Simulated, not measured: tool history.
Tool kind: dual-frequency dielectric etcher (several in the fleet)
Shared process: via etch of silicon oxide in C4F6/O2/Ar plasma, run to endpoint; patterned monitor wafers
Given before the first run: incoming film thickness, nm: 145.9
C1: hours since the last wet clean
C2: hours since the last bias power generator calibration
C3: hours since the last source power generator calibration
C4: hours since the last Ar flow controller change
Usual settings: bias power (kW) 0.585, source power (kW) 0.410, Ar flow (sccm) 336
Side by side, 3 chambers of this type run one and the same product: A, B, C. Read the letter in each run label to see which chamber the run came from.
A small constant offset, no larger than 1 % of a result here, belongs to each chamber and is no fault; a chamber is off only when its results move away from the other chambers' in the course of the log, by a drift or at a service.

{"run": "1B", "hour": 4.8, "bias power (kW)": 0.585, "source power (kW)": 0.41, "Ar flow (sccm)": 336, "C1": 488.3, "C2": 1048.2, "C3": 966.0, "C4": 1152.2, "endpoint time (s)": 30.225}
{"run": "2A", "hour": 12.0, "bias power (kW)": 0.585, "source power (kW)": 0.41, "Ar flow (sccm)": 336, "C1": 293.8, "C2": 2179.5, "C3": 1559.9, "C4": 2812.7, "endpoint time (s)": 30.1}
{"run": "3C", "hour": 17.1, "bias power (kW)": 0.585, "source power (kW)": 0.41, "Ar flow (sccm)": 336, "C1": 272.6, "C2": 567.8, "C3": 498.0, "C4": 4220.7, "endpoint time (s)": 30.504}
{"run": "4C", "hour": 22.6, "bias power (kW)": 0.585, "source power (kW)": 0.41, "Ar flow (sccm)": 336, "C1": 278.1, "C2": 573.3, "C3": 503.5, "C4": 4226.2, "endpoint time (s)": 30.409}
{"run": "5B", "hour": 27.8, "bias power (kW)": 0.585, "source power (kW)": 0.41, "Ar flow (sccm)": 336, "C1": 511.3, "C2": 1071.2, "C3": 989.0, "C4": 1175.2, "endpoint time (s)": 30.113}
{"run": "6A", "hour": 33.4, "bias power (kW)": 0.585, "source power (kW)": 0.41, "Ar flow (sccm)": 336, "C1": 315.2, "C2": 2200.9, "C3": 1581.3, "C4": 2834.1, "endpoint time (s)": 30.363}
{"run": "7B", "hour": 37.9, "bias power (kW)": 0.585, "source power (kW)": 0.41, "Ar flow (sccm)": 336, "C1": 521.4, "C2": 1081.3, "C3": 999.1, "C4": 1185.3, "endpoint time (s)": 30.177}
{"run": "8C", "hour": 45.1, "bias power (kW)": 0.585, "source power (kW)": 0.41, "Ar flow (sccm)": 336, "C1": 300.6, "C2": 595.8, "C3": 526.0, "C4": 4248.7, "endpoint time (s)": 30.526}
{"run": "9A", "hour": 49.7, "bias power (kW)": 0.585, "source power (kW)": 0.41, "Ar flow (sccm)": 336, "C1": 331.5, "C2": 2217.2, "C3": 1597.6, "C4": 2850.4, "endpoint time (s)": 30.195}
{"run": "10C", "hour": 53.5, "bias power (kW)": 0.585, "source power (kW)": 0.41, "Ar flow (sccm)": 336, "C1": 309.0, "C2": 604.2, "C3": 534.4, "C4": 4257.1, "endpoint time (s)": 30.476}
{"run": "11B", "hour": 59.9, "bias power (kW)": 0.585, "source power (kW)": 0.41, "Ar flow (sccm)": 336, "C1": 543.4, "C2": 1103.3, "C3": 1021.1, "C4": 1207.3, "endpoint time (s)": 30.128}
{"run": "12A", "hour": 67.0, "bias power (kW)": 0.527, "source power (kW)": 0.41, "Ar flow (sccm)": 336, "C1": 348.8, "C2": 2234.5, "C3": 1614.9, "C4": 2867.7, "endpoint time (s)": 31.657}
{"run": "13B", "hour": 73.0, "bias power (kW)": 0.527, "source power (kW)": 0.41, "Ar flow (sccm)": 336, "C1": 556.5, "C2": 1116.4, "C3": 1034.2, "C4": 1220.4, "endpoint time (s)": 31.391}
{"run": "14A", "hour": 77.3, "bias power (kW)": 0.527, "source power (kW)": 0.41, "Ar flow (sccm)": 336, "C1": 359.1, "C2": 2244.8, "C3": 1625.2, "C4": 2878.0, "endpoint time (s)": 31.516}
{"hour": 80.4, "done": "chamber C: wet clean of the chamber"}
{"run": "15C", "hour": 80.8, "bias power (kW)": 0.585, "source power (kW)": 0.41, "Ar flow (sccm)": 336, "C1": 0.4, "C2": 631.5, "C3": 561.7, "C4": 4284.4, "endpoint time (s)": 31.328}
{"run": "16A", "hour": 84.4, "bias power (kW)": 0.667, "source power (kW)": 0.41, "Ar flow (sccm)": 336, "C1": 366.2, "C2": 2251.9, "C3": 1632.3, "C4": 2885.1, "endpoint time (s)": 28.867}
{"hour": 86.8, "done": "chamber A: wet clean of the chamber"}
{"run": "17C", "hour": 89.1, "bias power (kW)": 0.667, "source power (kW)": 0.41, "Ar flow (sccm)": 336, "C1": 8.7, "C2": 639.8, "C3": 570.0, "C4": 4292.7, "endpoint time (s)": 29.923}
{"run": "18B", "hour": 94.1, "bias power (kW)": 0.667, "source power (kW)": 0.41, "Ar flow (sccm)": 336, "C1": 577.6, "C2": 1137.5, "C3": 1055.3, "C4": 1241.5, "endpoint time (s)": 28.672}
{"run": "19A", "hour": 100.3, "bias power (kW)": 0.585, "source power (kW)": 0.41, "Ar flow (sccm)": 336, "C1": 13.6, "C2": 2267.8, "C3": 1648.2, "C4": 2901.0, "endpoint time (s)": 30.296}
{"run": "20C", "hour": 107.4, "bias power (kW)": 0.585, "source power (kW)": 0.41, "Ar flow (sccm)": 336, "C1": 27.0, "C2": 658.1, "C3": 588.3, "C4": 4311.0, "endpoint time (s)": 31.125}
{"run": "21B", "hour": 114.5, "bias power (kW)": 0.585, "source power (kW)": 0.41, "Ar flow (sccm)": 336, "C1": 598.0, "C2": 1157.9, "C3": 1075.7, "C4": 1261.9, "endpoint time (s)": 30.177}
{"run": "22B", "hour": 118.6, "bias power (kW)": 0.585, "source power (kW)": 0.41, "Ar flow (sccm)": 336, "C1": 602.1, "C2": 1162.0, "C3": 1079.8, "C4": 1266.0, "endpoint time (s)": 30.197}
{"run": "23A", "hour": 125.8, "bias power (kW)": 0.585, "source power (kW)": 0.41, "Ar flow (sccm)": 336, "C1": 39.1, "C2": 2293.3, "C3": 1673.7, "C4": 2926.5, "endpoint time (s)": 30.299}
{"run": "24C", "hour": 132.2, "bias power (kW)": 0.585, "source power (kW)": 0.41, "Ar flow (sccm)": 336, "C1": 51.8, "C2": 682.9, "C3": 613.1, "C4": 4335.8, "endpoint time (s)": 31.586}
{"run": "25B", "hour": 136.7, "bias power (kW)": 0.585, "source power (kW)": 0.41, "Ar flow (sccm)": 336, "C1": 620.2, "C2": 1180.1, "C3": 1097.9, "C4": 1284.1, "endpoint time (s)": 30.125}
{"run": "26C", "hour": 141.9, "bias power (kW)": 0.709, "source power (kW)": 0.37, "Ar flow (sccm)": 336, "C1": 61.5, "C2": 692.6, "C3": 622.8, "C4": 4345.5, "endpoint time (s)": 30.183}
{"run": "27A", "hour": 145.2, "bias power (kW)": 0.709, "source power (kW)": 0.37, "Ar flow (sccm)": 336, "C1": 58.5, "C2": 2312.7, "C3": 1693.1, "C4": 2945.9, "endpoint time (s)": 29.037}
{"run": "28B", "hour": 152.2, "bias power (kW)": 0.709, "source power (kW)": 0.37, "Ar flow (sccm)": 336, "C1": 635.7, "C2": 1195.6, "C3": 1113.4, "C4": 1299.6, "endpoint time (s)": 29.26}
{"run": "29A", "hour": 158.5, "bias power (kW)": 0.585, "source power (kW)": 0.41, "Ar flow (sccm)": 336, "C1": 71.8, "C2": 2326.0, "C3": 1706.4, "C4": 2959.2, "endpoint time (s)": 30.252}
{"hour": 160.1, "done": "chamber B: wet clean of the chamber"}
{"run": "30C", "hour": 165.8, "bias power (kW)": 0.585, "source power (kW)": 0.41, "Ar flow (sccm)": 336, "C1": 85.4, "C2": 716.5, "C3": 646.7, "C4": 4369.4, "endpoint time (s)": 31.357}
{"run": "31B", "hour": 172.0, "bias power (kW)": 0.705, "source power (kW)": 0.41, "Ar flow (sccm)": 258, "C1": 12.0, "C2": 1215.4, "C3": 1133.2, "C4": 1319.4, "endpoint time (s)": 27.264}

Which is it: a chamber that has drifted or been left off by a service, a gauge drift common to all chambers, or only each chamber's usual small offset? If a chamber is off, name it and its likeliest cause.

Chamber C came out of a service off from its peers and stayed that way.
Cause: etch rate under this chamber's usual, % = 3.06.

Below are 4 candidate recipes for chamber C's next run, each the usual settings with a change, their results shown as question marks. Which of them brings C's results back in line with what the other chambers give on the usual settings?
A result is in line if it is within this distance of the other chambers' mean on the usual settings: endpoint time (s) 0.380
{"run": "32C-1", "hour": 177.3, "bias power (kW)": 0.575, "source power (kW)": 0.4, "Ar flow (sccm)": 338, "endpoint time (s)": "?"}
{"run": "32C-2", "hour": 177.3, "bias power (kW)": 0.529, "source power (kW)": 0.41, "Ar flow (sccm)": 345, "endpoint time (s)": "?"}
{"run": "32C-3", "hour": 177.3, "bias power (kW)": 0.585, "source power (kW)": 0.41, "Ar flow (sccm)": 244, "endpoint time (s)": "?"}
{"run": "32C-4", "hour": 177.3, "bias power (kW)": 0.602, "source power (kW)": 0.41, "Ar flow (sccm)": 333, "endpoint time (s)": "?"}

What the other chambers average on the usual settings: endpoint time (s) 30.227
run=32C-1 endpoint_time_(s)=31.943
run=32C-2 endpoint_time_(s)=32.729
run=32C-3 endpoint_time_(s)=30.354
run=32C-4 endpoint_time_(s)=31.063
With 32C-3, the chamber falls back in line with the rest.
